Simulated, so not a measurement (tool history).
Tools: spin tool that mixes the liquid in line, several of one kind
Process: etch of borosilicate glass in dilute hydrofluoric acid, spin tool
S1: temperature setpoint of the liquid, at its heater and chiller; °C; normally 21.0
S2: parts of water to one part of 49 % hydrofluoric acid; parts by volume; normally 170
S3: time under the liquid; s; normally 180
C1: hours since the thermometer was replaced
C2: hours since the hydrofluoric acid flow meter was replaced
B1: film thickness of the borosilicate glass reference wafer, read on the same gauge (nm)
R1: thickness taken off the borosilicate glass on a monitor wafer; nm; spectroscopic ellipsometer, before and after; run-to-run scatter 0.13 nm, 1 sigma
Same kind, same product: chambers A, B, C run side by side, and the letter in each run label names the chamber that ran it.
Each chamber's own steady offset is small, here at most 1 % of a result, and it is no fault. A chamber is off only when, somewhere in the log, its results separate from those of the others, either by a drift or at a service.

Run 1C, day 0.196: usual settings; C1 333.2; C2 198.8; B1 79.963. Result: R1 20.788 nm.
Run 2A, day 0.312: usual settings; C1 679.4; C2 532.7; B1 79.978. Result: R1 20.609 nm.
Run 3B, day 0.425: usual settings; C1 580.4; C2 831.0; B1 79.973. Result: R1 20.789 nm.
Run 4C, day 0.600: usual settings; C1 342.9; C2 208.5; B1 79.983. Result: R1 20.589 nm.
Run 5B, day 0.762: usual settings; C1 588.5; C2 839.1; B1 79.990. Result: R1 20.988 nm.
Run 6A, day 0.908: usual settings; C1 693.7; C2 547.0; B1 80.014. Result: R1 20.684 nm.
Run 7B, day 1.108: usual settings but S1 17.5 °C; C1 596.8; C2 847.4; B1 79.986. Result: R1 18.308 nm.
Run 8A, day 1.275: usual settings but S1 17.5 °C; C1 702.5; C2 555.8; B1 79.968. Result: R1 17.999 nm.
Run 9C, day 1.483: usual settings but S1 17.5 °C; C1 364.1; C2 229.7; B1 79.975. Result: R1 17.899 nm.
Run 10B, day 1.688: usual settings; C1 610.7; C2 861.3; B1 79.977. Result: R1 21.041 nm.
Run 11A, day 1.808: usual settings; C1 715.3; C2 568.6; B1 80.025. Result: R1 20.872 nm.
Run 12C, day 1.967: usual settings; C1 375.7; C2 241.3; B1 79.973. Result: R1 20.600 nm.
Run 13C, day 2.167: usual settings; C1 380.5; C2 246.1; B1 79.978. Result: R1 20.576 nm.
Run 14B, day 2.321: usual settings; C1 625.9; C2 876.5; B1 80.005. Result: R1 20.735 nm.
Run 15A, day 2.479: usual settings; C1 731.4; C2 584.7; B1 79.996. Result: R1 20.673 nm.
Run 16A, day 2.596: usual settings; C1 734.2; C2 587.5; B1 79.986. Result: R1 20.555 nm.
Run 17B, day 2.788: usual settings; C1 637.1; C2 887.7; B1 79.962. Result: R1 20.869 nm.
Run 18C, day 2.983: usual settings; C1 400.1; C2 265.7; B1 80.010. Result: R1 20.511 nm.
Run 19B, day 3.183: usual settings; C1 646.6; C2 897.2; B1 80.009. Result: R1 20.683 nm.
Run 20C, day 3.296: usual settings; C1 407.6; C2 273.2; B1 80.029. Result: R1 20.430 nm.
Run 21A, day 3.458: usual settings; C1 754.9; C2 608.2; B1 80.006. Result: R1 20.075 nm.
Run 22A, day 3.625: usual settings; C1 758.9; C2 612.2; B1 79.979. Result: R1 20.154 nm.
Run 23C, day 3.729: usual settings; C1 418.0; C2 283.6; B1 80.024. Result: R1 20.463 nm.
Run 24B, day 3.925: usual settings; C1 664.4; C2 915.0; B1 80.011. Result: R1 20.815 nm.
Run 25C, day 4.104: usual settings; C1 427.0; C2 292.6; B1 79.986. Result: R1 20.650 nm.
Run 26B, day 4.271: usual settings; C1 672.7; C2 923.3; B1 79.962. Result: R1 20.654 nm.
Run 27A, day 4.404: usual settings; C1 777.6; C2 630.9; B1 79.993. Result: R1 19.925 nm.
Run 28B, day 4.612: usual settings; C1 680.9; C2 931.5; B1 80.005. Result: R1 20.842 nm.
Run 29A, day 4.788: usual settings; C1 786.8; C2 640.1; B1 80.007. Result: R1 19.807 nm.
Run 30C, day 4.912: usual settings; C1 446.4; C2 312.0; B1 79.993. Result: R1 20.436 nm.
Run 31C, day 5.008: usual settings; C1 448.7; C2 314.3; B1 79.976. Result: R1 20.749 nm.
Run 32A, day 5.142: usual settings; C1 795.3; C2 648.6; B1 79.960. Result: R1 19.706 nm.
Run 33B, day 5.283: usual settings but S1 25.5 °C, S3 260 s; C1 697.0; C2 947.6; B1 80.000. Result: R1 35.292 nm.

Decide between three cases: one chamber stands off from its peers, the gauge reading all wafers drifts, or nothing is wrong past each chamber's small offset. Where a chamber is off, say which and what most likely put it there.

Little by little, chamber A moves away from the other chambers.
What lies behind it: hydrofluoric acid flow below the setpoint (%) = 4.5.
Not necessarily distinguishable in this log from: liquid colder than its thermometer reads (K).

Here are 4 candidates for chamber A's next run, each the usual settings with a change, their results left as question marks. Which one brings its results back in line with what the others give on the usual settings?
In line here means within this much of the mean the other chambers give on the usual settings: R1 0.470 nm
Run 34A-1, day 5.438: usual settings but S1 19.5 °C. Result: R1 ?.
Run 34A-2, day 5.438: usual settings but S2 175 parts by volume, S3 170 s. Result: R1 ?.
Run 34A-3, day 5.438: usual settings but S1 23.5 °C. Result: R1 ?.
Run 34A-4, day 5.438: usual settings but S2 165 parts by volume, S3 185 s. Result: R1 ?.

Average result of the remaining chambers running the usual settings: R1 20.707 nm
  run      R1
34A-1  18.513
34A-2  17.933
34A-3  21.646
34A-4  20.907
The right change is 34A-4: it brings the chamber back within the allowed miss of the others.
